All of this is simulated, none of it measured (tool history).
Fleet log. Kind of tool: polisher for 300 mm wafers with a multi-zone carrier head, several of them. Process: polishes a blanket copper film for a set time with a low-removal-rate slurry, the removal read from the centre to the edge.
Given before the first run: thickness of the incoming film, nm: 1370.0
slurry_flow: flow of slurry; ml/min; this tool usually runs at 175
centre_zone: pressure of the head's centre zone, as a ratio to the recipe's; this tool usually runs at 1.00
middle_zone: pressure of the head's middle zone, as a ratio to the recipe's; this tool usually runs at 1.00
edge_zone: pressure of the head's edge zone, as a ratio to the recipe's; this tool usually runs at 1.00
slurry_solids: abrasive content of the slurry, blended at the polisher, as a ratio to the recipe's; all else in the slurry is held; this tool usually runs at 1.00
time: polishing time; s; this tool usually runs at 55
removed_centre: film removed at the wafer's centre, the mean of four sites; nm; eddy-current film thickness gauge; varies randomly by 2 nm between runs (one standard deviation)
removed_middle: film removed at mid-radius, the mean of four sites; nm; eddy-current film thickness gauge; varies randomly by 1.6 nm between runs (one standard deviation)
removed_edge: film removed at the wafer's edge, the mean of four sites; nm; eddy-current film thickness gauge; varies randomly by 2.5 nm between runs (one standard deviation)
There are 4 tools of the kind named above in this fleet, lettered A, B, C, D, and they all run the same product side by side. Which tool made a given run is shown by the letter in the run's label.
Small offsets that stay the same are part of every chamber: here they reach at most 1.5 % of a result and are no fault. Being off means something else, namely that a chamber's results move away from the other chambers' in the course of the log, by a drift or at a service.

{"run": "1D", "hour": 4.6, "slurry_flow": 175, "centre_zone": 1.0, "middle_zone": 1.0, "edge_zone": 1.0, "slurry_solids": 1.0, "time": 55, "removed_centre": 175.83, "removed_middle": 175.35, "removed_edge": 172.81}
{"run": "2A", "hour": 7.3, "slurry_flow": 175, "centre_zone": 1.0, "middle_zone": 1.0, "edge_zone": 1.0, "slurry_solids": 1.0, "time": 55, "removed_centre": 168.08, "removed_middle": 170.77, "removed_edge": 171.87}
{"run": "3C", "hour": 10.2, "slurry_flow": 175, "centre_zone": 1.0, "middle_zone": 1.0, "edge_zone": 1.0, "slurry_solids": 1.0, "time": 55, "removed_centre": 172.05, "removed_middle": 172.17, "removed_edge": 171.26}
{"run": "4B", "hour": 13.1, "slurry_flow": 175, "centre_zone": 1.0, "middle_zone": 1.0, "edge_zone": 1.0, "slurry_solids": 1.0, "time": 55, "removed_centre": 175.53, "removed_middle": 170.0, "removed_edge": 171.49}
{"run": "5B", "hour": 17.9, "slurry_flow": 175, "centre_zone": 1.0, "middle_zone": 1.0, "edge_zone": 1.11, "slurry_solids": 1.0, "time": 61, "removed_centre": 193.7, "removed_middle": 191.87, "removed_edge": 203.4}
{"run": "6D", "hour": 22.3, "slurry_flow": 175, "centre_zone": 1.0, "middle_zone": 1.0, "edge_zone": 1.11, "slurry_solids": 1.0, "time": 61, "removed_centre": 194.71, "removed_middle": 192.66, "removed_edge": 203.56}
{"hour": 25.4, "done": "chamber D: worn pad replaced by a new one"}
{"run": "7C", "hour": 27.1, "slurry_flow": 175, "centre_zone": 1.0, "middle_zone": 1.0, "edge_zone": 1.11, "slurry_solids": 1.0, "time": 61, "removed_centre": 193.25, "removed_middle": 192.6, "removed_edge": 198.5}
{"run": "8A", "hour": 30.8, "slurry_flow": 175, "centre_zone": 1.0, "middle_zone": 1.0, "edge_zone": 1.11, "slurry_solids": 1.0, "time": 61, "removed_centre": 192.51, "removed_middle": 191.35, "removed_edge": 199.65}
{"hour": 35.2, "done": "chamber A: slurry nozzle cleaned"}
{"run": "9D", "hour": 35.3, "slurry_flow": 175, "centre_zone": 1.0, "middle_zone": 1.0, "edge_zone": 1.0, "slurry_solids": 1.0, "time": 55, "removed_centre": 176.21, "removed_middle": 175.21, "removed_edge": 168.83}
{"run": "10A", "hour": 37.8, "slurry_flow": 175, "centre_zone": 1.0, "middle_zone": 1.0, "edge_zone": 1.0, "slurry_solids": 1.0, "time": 55, "removed_centre": 173.56, "removed_middle": 173.92, "removed_edge": 172.58}
{"run": "11B", "hour": 41.2, "slurry_flow": 175, "centre_zone": 1.0, "middle_zone": 1.0, "edge_zone": 1.0, "slurry_solids": 1.0, "time": 55, "removed_centre": 177.78, "removed_middle": 171.79, "removed_edge": 175.16}
{"run": "12C", "hour": 45.4, "slurry_flow": 175, "centre_zone": 1.0, "middle_zone": 1.0, "edge_zone": 1.0, "slurry_solids": 1.0, "time": 55, "removed_centre": 174.94, "removed_middle": 173.78, "removed_edge": 169.24}
{"run": "13B", "hour": 49.7, "slurry_flow": 175, "centre_zone": 1.0, "middle_zone": 1.0, "edge_zone": 1.0, "slurry_solids": 1.0, "time": 55, "removed_centre": 176.95, "removed_middle": 171.59, "removed_edge": 174.72}
{"run": "14C", "hour": 53.4, "slurry_flow": 175, "centre_zone": 1.04, "middle_zone": 1.0, "edge_zone": 1.0, "slurry_solids": 1.15, "time": 55, "removed_centre": 188.08, "removed_middle": 178.67, "removed_edge": 177.87}
{"run": "15A", "hour": 56.0, "slurry_flow": 175, "centre_zone": 1.04, "middle_zone": 1.0, "edge_zone": 1.0, "slurry_solids": 1.15, "time": 55, "removed_centre": 182.9, "removed_middle": 178.43, "removed_edge": 178.13}
{"run": "16D", "hour": 59.2, "slurry_flow": 175, "centre_zone": 1.04, "middle_zone": 1.0, "edge_zone": 1.0, "slurry_solids": 1.15, "time": 55, "removed_centre": 188.95, "removed_middle": 177.13, "removed_edge": 176.78}
{"hour": 60.2, "done": "chamber C: worn pad replaced by a new one"}
{"run": "17B", "hour": 64.0, "slurry_flow": 175, "centre_zone": 1.04, "middle_zone": 1.0, "edge_zone": 1.0, "slurry_solids": 1.15, "time": 55, "removed_centre": 188.16, "removed_middle": 174.59, "removed_edge": 177.44}
{"run": "18D", "hour": 68.3, "slurry_flow": 175, "centre_zone": 1.0, "middle_zone": 1.0, "edge_zone": 1.0, "slurry_solids": 1.0, "time": 55, "removed_centre": 174.93, "removed_middle": 173.64, "removed_edge": 178.84}
{"run": "19A", "hour": 71.4, "slurry_flow": 175, "centre_zone": 1.0, "middle_zone": 1.0, "edge_zone": 1.0, "slurry_solids": 1.0, "time": 55, "removed_centre": 169.84, "removed_middle": 170.63, "removed_edge": 175.15}
{"run": "20C", "hour": 75.4, "slurry_flow": 175, "centre_zone": 1.0, "middle_zone": 1.0, "edge_zone": 1.0, "slurry_solids": 1.0, "time": 55, "removed_centre": 172.67, "removed_middle": 172.08, "removed_edge": 178.38}
{"run": "21B", "hour": 78.8, "slurry_flow": 175, "centre_zone": 1.0, "middle_zone": 1.0, "edge_zone": 1.0, "slurry_solids": 1.0, "time": 55, "removed_centre": 171.18, "removed_middle": 171.1, "removed_edge": 169.58}
{"run": "22C", "hour": 81.3, "slurry_flow": 175, "centre_zone": 1.0, "middle_zone": 1.0, "edge_zone": 1.0, "slurry_solids": 1.0, "time": 55, "removed_centre": 176.51, "removed_middle": 171.35, "removed_edge": 173.85}
{"run": "23A", "hour": 83.7, "slurry_flow": 175, "centre_zone": 1.0, "middle_zone": 1.0, "edge_zone": 1.0, "slurry_solids": 1.0, "time": 55, "removed_centre": 169.73, "removed_middle": 168.4, "removed_edge": 172.21}
{"run": "24D", "hour": 88.8, "slurry_flow": 175, "centre_zone": 1.0, "middle_zone": 1.0, "edge_zone": 1.0, "slurry_solids": 1.0, "time": 55, "removed_centre": 174.53, "removed_middle": 176.01, "removed_edge": 177.23}
{"run": "25D", "hour": 91.6, "slurry_flow": 175, "centre_zone": 1.0, "middle_zone": 1.0, "edge_zone": 1.05, "slurry_solids": 1.2, "time": 55, "removed_centre": 182.29, "removed_middle": 181.54, "removed_edge": 183.3}
{"run": "26B", "hour": 95.9, "slurry_flow": 175, "centre_zone": 1.0, "middle_zone": 1.0, "edge_zone": 1.05, "slurry_solids": 1.2, "time": 55, "removed_centre": 184.32, "removed_middle": 179.09, "removed_edge": 186.03}
{"hour": 97.2, "done": "chamber B: worn pad replaced by a new one"}
{"run": "27A", "hour": 100.0, "slurry_flow": 175, "centre_zone": 1.0, "middle_zone": 1.0, "edge_zone": 1.05, "slurry_solids": 1.2, "time": 55, "removed_centre": 175.48, "removed_middle": 173.05, "removed_edge": 175.02}
{"run": "28C", "hour": 104.7, "slurry_flow": 175, "centre_zone": 1.0, "middle_zone": 1.0, "edge_zone": 1.05, "slurry_solids": 1.2, "time": 55, "removed_centre": 180.78, "removed_middle": 179.21, "removed_edge": 184.23}
{"run": "29A", "hour": 107.3, "slurry_flow": 125, "centre_zone": 1.0, "middle_zone": 1.0, "edge_zone": 1.0, "slurry_solids": 1.0, "time": 55, "removed_centre": 154.31, "removed_middle": 154.1, "removed_edge": 161.03}
{"run": "30B", "hour": 112.0, "slurry_flow": 125, "centre_zone": 1.0, "middle_zone": 1.0, "edge_zone": 1.0, "slurry_solids": 1.0, "time": 55, "removed_centre": 163.98, "removed_middle": 160.54, "removed_edge": 161.47}
{"hour": 116.5, "done": "chamber B: slurry nozzle cleaned"}
{"run": "31C", "hour": 116.8, "slurry_flow": 125, "centre_zone": 1.0, "middle_zone": 1.0, "edge_zone": 1.0, "slurry_solids": 1.0, "time": 55, "removed_centre": 159.8, "removed_middle": 162.72, "removed_edge": 158.95}
{"run": "32D", "hour": 121.5, "slurry_flow": 125, "centre_zone": 1.0, "middle_zone": 1.0, "edge_zone": 1.0, "slurry_solids": 1.0, "time": 55, "removed_centre": 164.09, "removed_middle": 163.08, "removed_edge": 164.43}
{"run": "33B", "hour": 124.9, "slurry_flow": 175, "centre_zone": 1.0, "middle_zone": 1.0, "edge_zone": 1.0, "slurry_solids": 1.0, "time": 55, "removed_centre": 173.34, "removed_middle": 172.94, "removed_edge": 174.48}
{"run": "34C", "hour": 129.8, "slurry_flow": 125, "centre_zone": 1.0, "middle_zone": 1.0, "edge_zone": 1.0, "slurry_solids": 1.0, "time": 55, "removed_centre": 163.28, "removed_middle": 161.62, "removed_edge": 163.98}
{"hour": 131.0, "done": "chamber D: worn pad replaced by a new one"}
{"run": "35A", "hour": 132.7, "slurry_flow": 125, "centre_zone": 1.0, "middle_zone": 1.0, "edge_zone": 1.0, "slurry_solids": 1.0, "time": 55, "removed_centre": 152.42, "removed_middle": 153.9, "removed_edge": 156.16}
{"run": "36D", "hour": 135.3, "slurry_flow": 125, "centre_zone": 1.0, "middle_zone": 1.0, "edge_zone": 1.0, "slurry_solids": 1.0, "time": 55, "removed_centre": 163.35, "removed_middle": 162.14, "removed_edge": 167.25}
{"run": "37C", "hour": 138.9, "slurry_flow": 125, "centre_zone": 1.0, "middle_zone": 1.0, "edge_zone": 1.0, "slurry_solids": 1.0, "time": 55, "removed_centre": 160.92, "removed_middle": 160.87, "removed_edge": 163.28}
{"run": "38D", "hour": 141.8, "slurry_flow": 175, "centre_zone": 1.0, "middle_zone": 1.0, "edge_zone": 1.0, "slurry_solids": 1.0, "time": 55, "removed_centre": 172.9, "removed_middle": 172.0, "removed_edge": 171.48}
{"run": "39B", "hour": 146.1, "slurry_flow": 175, "centre_zone": 1.0, "middle_zone": 1.0, "edge_zone": 0.93, "slurry_solids": 1.0, "time": 41, "removed_centre": 133.51, "removed_middle": 127.4, "removed_edge": 123.46}
{"run": "40A", "hour": 150.4, "slurry_flow": 175, "centre_zone": 1.0, "middle_zone": 1.0, "edge_zone": 0.93, "slurry_solids": 1.0, "time": 41, "removed_centre": 118.58, "removed_middle": 119.04, "removed_edge": 115.92}

All 4 chambers run these settings next. Forecast each chamber's results:
{"run": "41A", "hour": 154.1, "slurry_flow": 175, "centre_zone": 1.0, "middle_zone": 1.07, "edge_zone": 1.0, "slurry_solids": 1.0, "time": 55, "removed_centre": "?", "removed_middle": "?", "removed_edge": "?"}
{"run": "41B", "hour": 154.1, "slurry_flow": 175, "centre_zone": 1.0, "middle_zone": 1.07, "edge_zone": 1.0, "slurry_solids": 1.0, "time": 55, "removed_centre": "?", "removed_middle": "?", "removed_edge": "?"}
{"run": "41C", "hour": 154.1, "slurry_flow": 175, "centre_zone": 1.0, "middle_zone": 1.07, "edge_zone": 1.0, "slurry_solids": 1.0, "time": 55, "removed_centre": "?", "removed_middle": "?", "removed_edge": "?"}
{"run": "41D", "hour": 154.1, "slurry_flow": 175, "centre_zone": 1.0, "middle_zone": 1.07, "edge_zone": 1.0, "slurry_solids": 1.0, "time": 55, "removed_centre": "?", "removed_middle": "?", "removed_edge": "?"}

run=41A removed_centre=163.11 removed_middle=171.16 removed_edge=160.94
run=41B removed_centre=172.96 removed_middle=181.96 removed_edge=176.26
run=41C removed_centre=171.83 removed_middle=185.13 removed_edge=172.37
run=41D removed_centre=175.51 removed_middle=182.71 removed_edge=173.82
